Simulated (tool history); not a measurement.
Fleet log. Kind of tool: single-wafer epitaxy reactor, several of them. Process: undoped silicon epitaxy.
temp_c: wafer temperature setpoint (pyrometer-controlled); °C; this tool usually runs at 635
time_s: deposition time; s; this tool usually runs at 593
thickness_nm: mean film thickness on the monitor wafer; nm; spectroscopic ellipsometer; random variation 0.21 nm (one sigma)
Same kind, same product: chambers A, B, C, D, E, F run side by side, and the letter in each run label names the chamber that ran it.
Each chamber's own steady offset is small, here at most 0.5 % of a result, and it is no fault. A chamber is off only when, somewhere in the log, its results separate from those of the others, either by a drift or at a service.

run	hour	temp_c	time_s	hours since the last pyrometer calibration	read-back reference wafer on the same gauge, thickness_nm	thickness_nm
1B	5.8	635	593	856.4	83.813	71.542
2D	10.3	635	593	2009.6	83.828	71.212
3A	15.3	635	593	1623.9	83.825	71.330
4F	22.8	635	593	2244.4	83.814	71.515
5E	27.0	635	593	723.3	83.824	71.384
6C	33.9	624	593	1006.5	83.780	55.636
7D	38.4	624	593	2037.7	83.889	55.376
8E	44.6	624	593	740.9	83.790	55.835
9C	52.6	624	593	1025.2	83.772	55.619
10B	59.4	624	593	910.0	83.823	56.224
11A	64.2	624	593	1672.8	83.764	55.446
12F	69.0	650	527	2290.6	83.792	88.477
13A	75.0	650	527	1683.6	83.848	88.202
14B	81.9	650	527	932.5	83.832	88.956
15E	86.9	650	527	783.2	83.816	88.198
16F	91.9	650	527	2313.5	83.802	88.214
# hour 95.9: chamber F: pyrometer calibrated
17D	97.3	650	527	2096.6	83.825	87.902
18C	104.7	635	593	1077.3	83.823	71.782
19D	109.9	635	593	2109.2	83.792	71.163
20E	117.1	635	593	813.4	83.878	71.172
21A	122.5	635	593	1731.1	83.791	71.493
22B	126.7	635	593	977.3	83.828	71.949
23F	130.4	635	593	34.5	83.819	71.419
24C	134.0	635	593	1106.6	83.801	71.949
25A	138.2	635	593	1746.8	83.809	71.239
26E	142.9	635	593	839.2	83.754	71.528
# hour 143.9: chamber B: pyrometer calibrated
27F	147.7	635	593	51.8	83.808	70.786
28D	155.8	635	593	2155.1	83.848	71.122
29B	163.6	635	593	19.7	83.852	71.709
30C	169.2	635	593	1141.8	83.772	72.610
31E	173.8	635	593	870.1	83.856	71.440
32B	180.2	635	593	36.3	83.838	71.908
33C	187.0	635	593	1159.6	83.842	72.793
34A	191.4	635	593	1800.0	83.802	71.411
35F	197.5	635	593	101.6	83.842	71.772
36D	205.0	635	593	2204.3	83.756	71.031
37D	210.8	635	593	2210.1	83.760	71.342
38F	214.8	625	488	118.9	83.847	46.943
39E	221.2	625	488	917.5	83.825	47.076
40C	227.5	625	488	1200.1	83.795	48.430
41A	233.8	625	488	1842.4	83.853	46.766

Read the log: is a single chamber off, either drifting away or since a service, is the gauge that measures every chamber drifting, or is nothing wrong beyond small per-chamber offsets? Name any odd chamber and what most likely caused it.

One chamber, C, drifts off from the rest bit by bit.
Cause: wafer temperature above the value expected at the setpoint (K) = 1.46.

Which of the 4 candidates below, each the usual settings with something changed and its results left as question marks, puts chamber C back in line with what the other chambers give on the usual settings?
A result is in line if it is within this distance of the other chambers' mean on the usual settings: thickness_nm 0.740 nm
42C-1	239.6	635	600			?
42C-2	239.6	636	598			?
42C-3	239.6	635	586			?
42C-4	239.6	635	574			?

Other chambers, usual settings, mean: thickness_nm 71.420 nm
run	thickness_nm
42C-1	74.629
42C-2	76.051
42C-3	72.887
42C-4	71.395
It is 42C-4 that realigns the chamber with its peers.
